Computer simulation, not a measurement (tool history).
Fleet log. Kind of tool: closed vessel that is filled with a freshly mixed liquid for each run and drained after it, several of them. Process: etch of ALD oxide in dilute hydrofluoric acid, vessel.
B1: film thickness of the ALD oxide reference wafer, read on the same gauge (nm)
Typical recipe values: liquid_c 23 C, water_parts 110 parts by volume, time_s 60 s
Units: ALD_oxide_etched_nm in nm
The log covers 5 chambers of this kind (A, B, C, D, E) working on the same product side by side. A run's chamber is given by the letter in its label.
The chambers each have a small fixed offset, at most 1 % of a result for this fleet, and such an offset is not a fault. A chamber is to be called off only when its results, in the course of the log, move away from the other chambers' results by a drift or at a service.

{"run": "1A", "day": 0.392, "liquid_c": 23, "water_parts": 110, "time_s": 60, "B1": 120.01, "ALD_oxide_etched_nm": 7.3056}
{"run": "2C", "day": 0.879, "liquid_c": 23, "water_parts": 110, "time_s": 60, "B1": 120.01, "ALD_oxide_etched_nm": 7.3032}
{"run": "3E", "day": 1.367, "liquid_c": 23, "water_parts": 110, "time_s": 60, "B1": 120, "ALD_oxide_etched_nm": 7.17}
{"run": "4B", "day": 1.838, "liquid_c": 23, "water_parts": 110, "time_s": 60, "B1": 119.98, "ALD_oxide_etched_nm": 7.2716}
{"run": "5D", "day": 2.375, "liquid_c": 23, "water_parts": 110, "time_s": 60, "B1": 120.01, "ALD_oxide_etched_nm": 7.2958}
{"run": "6C", "day": 2.7, "liquid_c": 19, "water_parts": 110, "time_s": 60, "B1": 120, "ALD_oxide_etched_nm": 6.2588}
{"day": 2.721, "done": "chamber E: hydrofluoric acid flow meter replaced"}
{"run": "7A", "day": 3.212, "liquid_c": 19, "water_parts": 110, "time_s": 60, "B1": 120, "ALD_oxide_etched_nm": 6.1579}
{"run": "8D", "day": 3.696, "liquid_c": 19, "water_parts": 110, "time_s": 60, "B1": 120, "ALD_oxide_etched_nm": 6.2891}
{"run": "9E", "day": 3.942, "liquid_c": 19, "water_parts": 110, "time_s": 60, "B1": 119.97, "ALD_oxide_etched_nm": 6.2407}
{"run": "10B", "day": 4.338, "liquid_c": 19, "water_parts": 110, "time_s": 60, "B1": 119.99, "ALD_oxide_etched_nm": 6.2269}
{"run": "11A", "day": 4.779, "liquid_c": 23, "water_parts": 110, "time_s": 60, "B1": 120, "ALD_oxide_etched_nm": 7.2983}
{"run": "12D", "day": 5.121, "liquid_c": 23, "water_parts": 110, "time_s": 60, "B1": 119.98, "ALD_oxide_etched_nm": 7.3351}
{"run": "13E", "day": 5.625, "liquid_c": 23, "water_parts": 110, "time_s": 60, "B1": 120.03, "ALD_oxide_etched_nm": 7.3035}
{"run": "14C", "day": 5.942, "liquid_c": 23, "water_parts": 70, "time_s": 60, "B1": 120, "ALD_oxide_etched_nm": 12.147}
{"run": "15B", "day": 6.229, "liquid_c": 23, "water_parts": 70, "time_s": 60, "B1": 119.99, "ALD_oxide_etched_nm": 12.201}
{"run": "16D", "day": 6.617, "liquid_c": 23, "water_parts": 70, "time_s": 60, "B1": 119.98, "ALD_oxide_etched_nm": 12.057}
{"run": "17A", "day": 6.904, "liquid_c": 23, "water_parts": 70, "time_s": 60, "B1": 119.99, "ALD_oxide_etched_nm": 12.006}
{"run": "18C", "day": 7.188, "liquid_c": 23, "water_parts": 70, "time_s": 60, "B1": 120.01, "ALD_oxide_etched_nm": 12.196}
{"run": "19E", "day": 7.667, "liquid_c": 23, "water_parts": 110, "time_s": 60, "B1": 120.02, "ALD_oxide_etched_nm": 7.4086}
{"run": "20B", "day": 8.2, "liquid_c": 23, "water_parts": 110, "time_s": 60, "B1": 120, "ALD_oxide_etched_nm": 7.2955}
{"run": "21A", "day": 8.504, "liquid_c": 23, "water_parts": 110, "time_s": 60, "B1": 120, "ALD_oxide_etched_nm": 7.3196}
{"day": 8.558, "done": "chamber A: hydrofluoric acid flow meter replaced"}
{"day": 8.65, "done": "chamber C: thermometer replaced"}
{"run": "22E", "day": 9.025, "liquid_c": 23, "water_parts": 110, "time_s": 60, "B1": 120, "ALD_oxide_etched_nm": 7.2194}
{"run": "23D", "day": 9.346, "liquid_c": 23, "water_parts": 110, "time_s": 60, "B1": 119.99, "ALD_oxide_etched_nm": 7.328}
{"run": "24C", "day": 9.588, "liquid_c": 23, "water_parts": 110, "time_s": 60, "B1": 119.98, "ALD_oxide_etched_nm": 7.2944}
{"run": "25B", "day": 9.829, "liquid_c": 23, "water_parts": 110, "time_s": 60, "B1": 119.99, "ALD_oxide_etched_nm": 7.2433}
{"run": "26E", "day": 10.196, "liquid_c": 23, "water_parts": 110, "time_s": 60, "B1": 120.01, "ALD_oxide_etched_nm": 7.3343}
{"run": "27D", "day": 10.717, "liquid_c": 23, "water_parts": 110, "time_s": 60, "B1": 120, "ALD_oxide_etched_nm": 7.3397}
{"run": "28C", "day": 11.012, "liquid_c": 23, "water_parts": 110, "time_s": 60, "B1": 120.02, "ALD_oxide_etched_nm": 7.3774}
{"run": "29A", "day": 11.475, "liquid_c": 23, "water_parts": 110, "time_s": 60, "B1": 120.01, "ALD_oxide_etched_nm": 7.2525}
{"run": "30B", "day": 11.867, "liquid_c": 23, "water_parts": 110, "time_s": 60, "B1": 119.98, "ALD_oxide_etched_nm": 7.2906}
{"run": "31E", "day": 12.192, "liquid_c": 23, "water_parts": 135, "time_s": 85, "B1": 120.01, "ALD_oxide_etched_nm": 8.3393}
{"run": "32C", "day": 12.538, "liquid_c": 23, "water_parts": 135, "time_s": 85, "B1": 120.01, "ALD_oxide_etched_nm": 8.2305}
{"run": "33D", "day": 12.788, "liquid_c": 23, "water_parts": 135, "time_s": 85, "B1": 119.98, "ALD_oxide_etched_nm": 8.1492}
{"run": "34B", "day": 13.262, "liquid_c": 23, "water_parts": 135, "time_s": 85, "B1": 119.99, "ALD_oxide_etched_nm": 8.2134}
{"run": "35A", "day": 13.771, "liquid_c": 23, "water_parts": 135, "time_s": 85, "B1": 120.01, "ALD_oxide_etched_nm": 8.2075}

Is one chamber out of step, is the gauge drifting, or do the chambers differ by no more than their own small offsets? For an off chamber, give its letter and the likeliest cause.

No chamber is off and the gauge is stable; the differences are just each chamber's small, constant offset.
